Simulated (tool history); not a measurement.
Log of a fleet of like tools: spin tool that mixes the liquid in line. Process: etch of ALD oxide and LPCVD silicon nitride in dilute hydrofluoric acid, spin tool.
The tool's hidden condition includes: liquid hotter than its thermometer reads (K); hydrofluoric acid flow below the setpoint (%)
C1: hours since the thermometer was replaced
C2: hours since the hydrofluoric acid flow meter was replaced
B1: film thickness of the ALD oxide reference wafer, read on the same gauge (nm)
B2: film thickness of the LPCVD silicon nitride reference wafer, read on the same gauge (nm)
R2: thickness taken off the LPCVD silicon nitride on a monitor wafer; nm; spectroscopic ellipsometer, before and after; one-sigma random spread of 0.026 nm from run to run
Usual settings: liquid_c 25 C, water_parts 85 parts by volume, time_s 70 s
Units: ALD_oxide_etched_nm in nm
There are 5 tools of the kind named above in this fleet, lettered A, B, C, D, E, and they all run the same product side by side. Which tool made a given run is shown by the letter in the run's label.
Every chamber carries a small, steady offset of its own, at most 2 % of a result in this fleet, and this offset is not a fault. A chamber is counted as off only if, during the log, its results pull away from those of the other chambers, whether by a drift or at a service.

{"run": "1B", "day": 0.229, "liquid_c": 25, "water_parts": 85, "time_s": 70, "C1": 290, "C2": 498.1, "B1": 49.964, "B2": 99.978, "ALD_oxide_etched_nm": 8.603, "R2": 0.45505}
{"run": "2D", "day": 0.583, "liquid_c": 25, "water_parts": 85, "time_s": 70, "C1": 943.3, "C2": 473.3, "B1": 49.998, "B2": 99.991, "ALD_oxide_etched_nm": 8.7321, "R2": 0.43233}
{"run": "3E", "day": 0.817, "liquid_c": 25, "water_parts": 85, "time_s": 70, "C1": 822.5, "C2": 122.2, "B1": 50.013, "B2": 100.02, "ALD_oxide_etched_nm": 8.5808, "R2": 0.44999}
{"run": "4C", "day": 1.079, "liquid_c": 25, "water_parts": 85, "time_s": 70, "C1": 656.4, "C2": 227.9, "B1": 49.983, "B2": 100.01, "ALD_oxide_etched_nm": 8.665, "R2": 0.46482}
{"run": "5A", "day": 1.483, "liquid_c": 25, "water_parts": 85, "time_s": 70, "C1": 1028, "C2": 591.1, "B1": 50.038, "B2": 99.999, "ALD_oxide_etched_nm": 8.6061, "R2": 0.43473}
{"day": 1.688, "done": "chamber E: thermometer replaced"}
{"run": "6B", "day": 1.704, "liquid_c": 25, "water_parts": 75, "time_s": 40, "C1": 325.4, "C2": 533.5, "B1": 49.987, "B2": 100.02, "ALD_oxide_etched_nm": 5.5243, "R2": 0.30633}
{"run": "7A", "day": 2.088, "liquid_c": 25, "water_parts": 75, "time_s": 40, "C1": 1042.5, "C2": 605.6, "B1": 49.996, "B2": 100.01, "ALD_oxide_etched_nm": 5.6333, "R2": 0.32013}
{"run": "8E", "day": 2.375, "liquid_c": 25, "water_parts": 75, "time_s": 40, "C1": 16.6, "C2": 159.6, "B1": 49.989, "B2": 100.03, "ALD_oxide_etched_nm": 5.7382, "R2": 0.28908}
{"run": "9D", "day": 2.712, "liquid_c": 25, "water_parts": 75, "time_s": 40, "C1": 994.4, "C2": 524.4, "B1": 49.985, "B2": 99.993, "ALD_oxide_etched_nm": 5.6955, "R2": 0.26622}
{"run": "10C", "day": 3.017, "liquid_c": 25, "water_parts": 75, "time_s": 40, "C1": 702.9, "C2": 274.4, "B1": 49.966, "B2": 100.03, "ALD_oxide_etched_nm": 5.6585, "R2": 0.29733}
{"run": "11A", "day": 3.321, "liquid_c": 25, "water_parts": 85, "time_s": 70, "C1": 1072.1, "C2": 635.2, "B1": 50.029, "B2": 99.991, "ALD_oxide_etched_nm": 8.6458, "R2": 0.43703}
{"run": "12D", "day": 3.617, "liquid_c": 25, "water_parts": 85, "time_s": 70, "C1": 1016.1, "C2": 546.1, "B1": 50.012, "B2": 99.985, "ALD_oxide_etched_nm": 8.6046, "R2": 0.44687}
{"run": "13B", "day": 3.983, "liquid_c": 25, "water_parts": 85, "time_s": 70, "C1": 380.1, "C2": 588.2, "B1": 49.992, "B2": 100, "ALD_oxide_etched_nm": 8.5497, "R2": 0.47464}
{"run": "14E", "day": 4.333, "liquid_c": 25, "water_parts": 85, "time_s": 70, "C1": 63.6, "C2": 206.6, "B1": 49.993, "B2": 99.982, "ALD_oxide_etched_nm": 8.6159, "R2": 0.44862}
{"run": "15C", "day": 4.571, "liquid_c": 25, "water_parts": 85, "time_s": 70, "C1": 740.2, "C2": 311.7, "B1": 50.007, "B2": 99.993, "ALD_oxide_etched_nm": 8.4954, "R2": 0.46328}
{"run": "16B", "day": 4.8, "liquid_c": 25, "water_parts": 85, "time_s": 70, "C1": 399.7, "C2": 607.8, "B1": 49.978, "B2": 100.01, "ALD_oxide_etched_nm": 8.5236, "R2": 0.50115}
{"run": "17A", "day": 5.179, "liquid_c": 25, "water_parts": 85, "time_s": 70, "C1": 1116.7, "C2": 679.8, "B1": 50.019, "B2": 100.03, "ALD_oxide_etched_nm": 8.7308, "R2": 0.41152}
{"run": "18E", "day": 5.371, "liquid_c": 25, "water_parts": 85, "time_s": 70, "C1": 88.5, "C2": 231.5, "B1": 49.984, "B2": 99.991, "ALD_oxide_etched_nm": 8.5959, "R2": 0.45066}
{"day": 5.604, "done": "chamber B: hydrofluoric acid flow meter replaced"}
{"run": "19D", "day": 5.704, "liquid_c": 25, "water_parts": 85, "time_s": 70, "C1": 1066.2, "C2": 596.2, "B1": 49.982, "B2": 100.01, "ALD_oxide_etched_nm": 8.6276, "R2": 0.4774}
{"run": "20C", "day": 5.996, "liquid_c": 25, "water_parts": 85, "time_s": 70, "C1": 774.4, "C2": 345.9, "B1": 49.984, "B2": 100.02, "ALD_oxide_etched_nm": 8.6289, "R2": 0.45501}
{"run": "21C", "day": 6.188, "liquid_c": 25, "water_parts": 85, "time_s": 70, "C1": 779, "C2": 350.5, "B1": 49.983, "B2": 99.988, "ALD_oxide_etched_nm": 8.5829, "R2": 0.45769}
{"run": "22E", "day": 6.467, "liquid_c": 25, "water_parts": 85, "time_s": 70, "C1": 114.8, "C2": 257.8, "B1": 49.97, "B2": 99.983, "ALD_oxide_etched_nm": 8.6869, "R2": 0.43209}
{"day": 6.529, "done": "chamber C: thermometer replaced"}
{"run": "23B", "day": 6.762, "liquid_c": 25, "water_parts": 85, "time_s": 70, "C1": 446.8, "C2": 27.8, "B1": 49.993, "B2": 99.989, "ALD_oxide_etched_nm": 8.6009, "R2": 0.44986}
{"run": "24D", "day": 6.971, "liquid_c": 25, "water_parts": 85, "time_s": 70, "C1": 1096.6, "C2": 626.6, "B1": 50.035, "B2": 99.997, "ALD_oxide_etched_nm": 8.6315, "R2": 0.44057}
{"run": "25A", "day": 7.375, "liquid_c": 25, "water_parts": 85, "time_s": 70, "C1": 1169.4, "C2": 732.5, "B1": 49.982, "B2": 100, "ALD_oxide_etched_nm": 8.62, "R2": 0.47013}
{"run": "26A", "day": 7.746, "liquid_c": 25, "water_parts": 85, "time_s": 70, "C1": 1178.3, "C2": 741.4, "B1": 50.041, "B2": 100.04, "ALD_oxide_etched_nm": 8.674, "R2": 0.45575}
{"run": "27B", "day": 8.029, "liquid_c": 25, "water_parts": 85, "time_s": 70, "C1": 477.2, "C2": 58.2, "B1": 49.99, "B2": 99.994, "ALD_oxide_etched_nm": 8.5023, "R2": 0.48725}
{"day": 8.212, "done": "chamber A: hydrofluoric acid flow meter replaced"}
{"run": "28C", "day": 8.346, "liquid_c": 25, "water_parts": 85, "time_s": 70, "C1": 43.7, "C2": 402.3, "B1": 50.017, "B2": 100.02, "ALD_oxide_etched_nm": 8.4578, "R2": 0.43456}
{"run": "29D", "day": 8.542, "liquid_c": 25, "water_parts": 85, "time_s": 70, "C1": 1134.3, "C2": 664.3, "B1": 49.981, "B2": 99.988, "ALD_oxide_etched_nm": 8.5885, "R2": 0.48929}
{"run": "30E", "day": 8.75, "liquid_c": 25, "water_parts": 85, "time_s": 70, "C1": 169.6, "C2": 312.6, "B1": 50.011, "B2": 100.01, "ALD_oxide_etched_nm": 8.7235, "R2": 0.48147}
{"run": "31A", "day": 8.938, "liquid_c": 25, "water_parts": 85, "time_s": 70, "C1": 1206.9, "C2": 17.5, "B1": 50.018, "B2": 99.993, "ALD_oxide_etched_nm": 8.5996, "R2": 0.46669}
{"run": "32C", "day": 9.317, "liquid_c": 25, "water_parts": 85, "time_s": 70, "C1": 67, "C2": 425.6, "B1": 50.052, "B2": 100.01, "ALD_oxide_etched_nm": 8.5091, "R2": 0.45568}
{"run": "33B", "day": 9.583, "liquid_c": 25, "water_parts": 85, "time_s": 70, "C1": 514.5, "C2": 95.5, "B1": 49.975, "B2": 99.967, "ALD_oxide_etched_nm": 8.626, "R2": 0.42461}
{"run": "34E", "day": 9.946, "liquid_c": 25, "water_parts": 110, "time_s": 90, "C1": 198.3, "C2": 341.3, "B1": 50.003, "B2": 100.03, "ALD_oxide_etched_nm": 8.1979, "R2": 0.47305}
{"run": "35D", "day": 10.225, "liquid_c": 25, "water_parts": 110, "time_s": 90, "C1": 1174.7, "C2": 704.7, "B1": 49.981, "B2": 99.993, "ALD_oxide_etched_nm": 8.4312, "R2": 0.45415}
{"run": "36D", "day": 10.412, "liquid_c": 25, "water_parts": 110, "time_s": 90, "C1": 1179.2, "C2": 709.2, "B1": 49.989, "B2": 99.986, "ALD_oxide_etched_nm": 8.2577, "R2": 0.45138}
{"run": "37A", "day": 10.6, "liquid_c": 25, "water_parts": 110, "time_s": 90, "C1": 1246.8, "C2": 57.4, "B1": 49.976, "B2": 100.01, "ALD_oxide_etched_nm": 8.2993, "R2": 0.4086}
{"run": "38C", "day": 10.954, "liquid_c": 25, "water_parts": 110, "time_s": 90, "C1": 106.3, "C2": 464.9, "B1": 50.001, "B2": 100.02, "ALD_oxide_etched_nm": 8.2514, "R2": 0.44338}

For the next run the whole fleet of 5 chambers uses the same settings. Give each chamber's results:
{"run": "39A", "day": 11.258, "liquid_c": 29.5, "water_parts": 85, "time_s": 70, "ALD_oxide_etched_nm": "?", "R2": "?"}
{"run": "39B", "day": 11.258, "liquid_c": 29.5, "water_parts": 85, "time_s": 70, "ALD_oxide_etched_nm": "?", "R2": "?"}
{"run": "39C", "day": 11.258, "liquid_c": 29.5, "water_parts": 85, "time_s": 70, "ALD_oxide_etched_nm": "?", "R2": "?"}
{"run": "39D", "day": 11.258, "liquid_c": 29.5, "water_parts": 85, "time_s": 70, "ALD_oxide_etched_nm": "?", "R2": "?"}
{"run": "39E", "day": 11.258, "liquid_c": 29.5, "water_parts": 85, "time_s": 70, "ALD_oxide_etched_nm": "?", "R2": "?"}

run=39A ALD_oxide_etched_nm=10.288 R2=0.65964
run=39B ALD_oxide_etched_nm=10.277 R2=0.53204
run=39C ALD_oxide_etched_nm=10.049 R2=0.61784
run=39D ALD_oxide_etched_nm=10.346 R2=0.54116
run=39E ALD_oxide_etched_nm=10.237 R2=0.62588
